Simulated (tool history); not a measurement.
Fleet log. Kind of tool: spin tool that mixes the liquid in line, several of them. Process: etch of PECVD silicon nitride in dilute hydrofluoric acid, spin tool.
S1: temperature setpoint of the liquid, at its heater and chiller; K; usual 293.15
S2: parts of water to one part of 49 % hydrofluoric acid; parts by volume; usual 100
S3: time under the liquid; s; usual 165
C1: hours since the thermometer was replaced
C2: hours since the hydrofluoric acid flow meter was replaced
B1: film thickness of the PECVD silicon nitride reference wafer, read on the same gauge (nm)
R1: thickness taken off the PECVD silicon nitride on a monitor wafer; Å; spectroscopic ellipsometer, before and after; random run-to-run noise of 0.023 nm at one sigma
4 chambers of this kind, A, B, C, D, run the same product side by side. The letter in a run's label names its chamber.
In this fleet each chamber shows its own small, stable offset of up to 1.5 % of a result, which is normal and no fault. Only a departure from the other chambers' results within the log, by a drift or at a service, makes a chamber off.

run,hour,S1,S2,S3,C1,C2,B1,R1
1C,8.2,293.15,100,165,366.9,105.4,100.030,63.453
2D,16.1,293.15,100,165,636.4,256.3,100.030,62.860
3B,29.2,293.15,100,165,552.8,1107.9,100.040,64.424
4A,40.0,293.15,100,165,1997.6,140.6,99.965,63.953
5B,53.9,293.15,100,165,577.5,1132.6,99.989,63.911
6D,68.5,293.15,100,165,688.8,308.7,99.992,63.174
7C,79.6,293.15,100,165,438.3,176.8,99.985,63.301
8A,91.3,293.15,100,165,2048.9,191.9,100.010,63.894
9D,100.4,293.15,100,165,720.7,340.6,100.010,62.916
10B,115.5,293.15,100,165,639.1,1194.2,99.954,64.316
11A,131.0,293.15,100,165,2088.6,231.6,100.020,63.660
12C,145.4,293.15,100,165,504.1,242.6,100.020,63.357
13C,161.0,293.15,100,165,519.7,258.2,100.030,63.085
14B,169.3,293.15,100,165,692.9,1248.0,99.972,64.293
15A,177.4,293.15,100,165,2135.0,278.0,100.010,63.982
16D,185.0,293.15,100,165,805.3,425.2,99.996,63.209
17A,200.1,293.15,100,165,2157.7,300.7,99.988,63.683
18D,211.5,293.15,100,165,831.8,451.7,100.010,63.238
19C,222.3,293.15,100,165,581.0,319.5,99.989,62.357
20B,231.4,293.15,100,165,755.0,1310.1,99.987,64.192
21A,244.0,295.15,100,225,2201.6,344.6,100.020,99.264
22B,258.3,295.15,100,225,781.9,1337.0,100.040,99.958
23C,265.6,295.15,100,225,624.3,362.8,99.995,96.081
24D,278.9,295.15,100,225,899.2,519.1,100.020,97.863
25B,288.9,293.15,140,85,812.5,1367.6,100.010,24.008
26C,296.6,293.15,140,85,655.3,393.8,100.010,22.625
27D,304.9,293.15,140,85,925.2,545.1,99.963,23.347
28A,314.9,293.15,140,85,2272.5,415.5,100.020,23.572
29A,328.2,293.15,100,165,2285.8,428.8,100.010,63.952

Which is it: a chamber that has drifted or been left off by a service, a gauge drift common to all chambers, or only each chamber's usual small offset? If a chamber is off, name it and its likeliest cause.

One chamber, C, drifts off from the rest bit by bit.
Likeliest cause: liquid colder than its thermometer reads (K) = 0.781.
With only this log, it may be confused with: hydrofluoric acid flow below the setpoint (%).

Below are 4 candidate recipes for chamber C's next run, each the usual settings with a change, their results shown as question marks. Which of them brings C's results back in line with what the other chambers give on the usual settings?
To be in line, a result may differ from the other chambers' mean on the usual settings by at most: R1 0.790 Å
30C-1,339.9,293.15,105,160,,,,?
30C-2,339.9,293.15,105,165,,,,?
30C-3,339.9,293.15,95,165,,,,?
30C-4,339.9,293.15,95,170,,,,?

Average result of the remaining chambers running the usual settings: R1 63.617 Å
run,R1
30C-1,56.062
30C-2,57.814
30C-3,63.644
30C-4,65.573
30C-3 puts the chamber back in line with the other chambers.

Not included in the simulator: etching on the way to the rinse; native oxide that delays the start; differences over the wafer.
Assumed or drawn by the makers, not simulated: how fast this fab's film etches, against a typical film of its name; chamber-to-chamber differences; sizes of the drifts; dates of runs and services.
